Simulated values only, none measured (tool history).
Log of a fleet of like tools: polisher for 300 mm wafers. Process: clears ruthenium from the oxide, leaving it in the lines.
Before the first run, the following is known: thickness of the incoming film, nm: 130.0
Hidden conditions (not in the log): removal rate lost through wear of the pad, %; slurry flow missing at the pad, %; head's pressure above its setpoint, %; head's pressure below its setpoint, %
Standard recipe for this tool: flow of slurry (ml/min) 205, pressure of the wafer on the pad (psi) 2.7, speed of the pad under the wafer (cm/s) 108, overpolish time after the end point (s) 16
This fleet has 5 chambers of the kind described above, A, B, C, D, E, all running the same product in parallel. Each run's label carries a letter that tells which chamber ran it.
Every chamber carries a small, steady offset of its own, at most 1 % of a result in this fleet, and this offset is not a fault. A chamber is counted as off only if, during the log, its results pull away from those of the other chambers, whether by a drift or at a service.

run,hour,flow of slurry (ml/min),pressure of the wafer on the pad (psi),speed of the pad under the wafer (cm/s),overpolish time after the end point (s),wafers polished on this pad,hours since the slurry nozzle was cleaned,hours since the head pressure was calibrated,time until the end point was called (s)
1B,8.0,205,2.7,108,16,1113,86.8,153.7,86.744
# hour 9.3: chamber B: worn pad replaced by a new one
2E,14.1,205,2.7,108,16,243,55.2,171.5,87.322
# hour 17.7: chamber A: worn pad replaced by a new one
3A,24.2,205,2.7,108,16,59,207.1,146.2,87.283
# hour 25.3: chamber C: head pressure recalibrated
4C,34.6,205,2.7,108,16,1000,261.2,9.3,89.714
5D,47.5,205,2.7,108,16,431,300.2,227.6,88.749
6E,55.4,205,2.7,108,16,614,96.5,212.8,88.080
7D,68.8,205,2.7,108,16,622,321.5,248.9,87.263
# hour 74.2: chamber C: worn pad replaced by a new one
8C,77.3,205,2.7,108,16,28,303.9,52.0,89.407
9A,86.2,205,2.7,108,16,616,269.1,208.2,88.273
10B,94.0,205,2.7,108,16,761,172.8,239.7,87.584
11A,100.4,205,2.7,136,22,743,283.3,222.4,69.785
# hour 104.0: chamber B: worn pad replaced by a new one
# hour 109.7: chamber A: worn pad replaced by a new one
12B,113.2,205,2.7,136,22,83,192.0,258.9,69.414
13C,123.7,205,2.7,136,22,445,350.3,98.4,69.955
14D,134.0,205,2.7,136,22,1208,386.7,314.1,69.477
# hour 139.1: chamber E: worn pad replaced by a new one
# hour 140.7: chamber D: worn pad replaced by a new one
15E,145.9,205,2.7,136,22,61,187.0,303.3,67.791
16B,158.5,205,2.7,108,16,490,237.3,304.2,88.445
17D,171.8,205,2.1,108,21,279,424.5,351.9,113.790
18A,179.4,205,2.1,108,21,626,362.3,301.4,110.610
19C,190.9,205,2.1,108,21,1049,417.5,165.6,116.410
# hour 200.4: chamber D: slurry nozzle cleaned
20E,204.4,205,2.1,108,21,587,245.5,361.8,111.700
# hour 209.3: chamber A: worn pad replaced by a new one
21C,216.1,205,2.1,108,21,1275,442.7,190.8,113.180
# hour 218.7: chamber B: worn pad replaced by a new one
# hour 224.4: chamber D: head pressure recalibrated
22E,228.4,205,2.7,108,16,802,269.5,385.8,87.533
# hour 230.0: chamber C: worn pad replaced by a new one
# hour 238.1: chamber B: head pressure recalibrated
23B,240.1,205,2.7,108,16,193,318.9,2.1,86.701
24A,249.5,205,2.7,108,16,361,432.4,371.5,87.377
25D,262.6,205,2.7,108,16,1095,62.2,38.3,88.575
# hour 265.8: chamber A: head pressure recalibrated
26A,272.8,155,2.7,144,16,570,455.7,7.0,69.111
# hour 277.7: chamber D: worn pad replaced by a new one
27D,280.7,155,2.7,144,16,27,80.3,56.4,68.780
28C,290.2,155,2.7,144,16,540,516.8,264.9,69.385
# hour 291.2: chamber E: worn pad replaced by a new one
29E,297.2,155,2.7,144,16,54,338.3,454.6,68.088
# hour 297.3: chamber A: worn pad replaced by a new one
30B,306.8,155,2.7,144,16,792,385.6,68.8,68.666
31C,316.6,205,2.7,108,16,778,543.2,291.3,85.628
32E,325.9,205,2.7,108,16,312,367.0,483.3,87.123
# hour 328.4: chamber C: slurry nozzle cleaned
33D,336.1,205,2.7,108,16,525,135.7,111.8,87.597
# hour 337.4: chamber B: worn pad replaced by a new one
34A,342.6,205,2.7,108,16,407,525.5,76.8,86.492
35B,356.2,205,2.7,108,16,169,435.0,118.2,86.279
36D,369.3,205,2.7,108,16,823,168.9,145.0,88.073
37E,381.8,205,2.7,108,16,814,422.9,539.2,87.574
# hour 382.3: chamber C: worn pad replaced by a new one
# hour 383.1: chamber A: worn pad replaced by a new one
38A,394.5,205,2.7,108,16,103,577.4,128.7,88.577
39C,407.6,205,2.7,108,16,227,79.3,382.3,88.256
40B,415.9,205,2.7,108,16,705,494.7,177.9,87.555
# hour 422.9: chamber D: worn pad replaced by a new one
41D,426.8,205,2.7,108,16,35,226.4,202.5,90.176
42A,433.2,205,2.7,108,16,450,616.1,167.4,85.799
43B,439.1,205,2.7,108,16,913,517.9,201.1,88.314
44C,452.0,205,2.7,108,16,626,123.7,426.7,89.194

Which is it: a chamber that has drifted or been left off by a service, a gauge drift common to all chambers, or only each chamber's usual small offset? If a chamber is off, name it and its likeliest cause.

No chamber stands off beyond its own small offset, and the gauge holds steady.
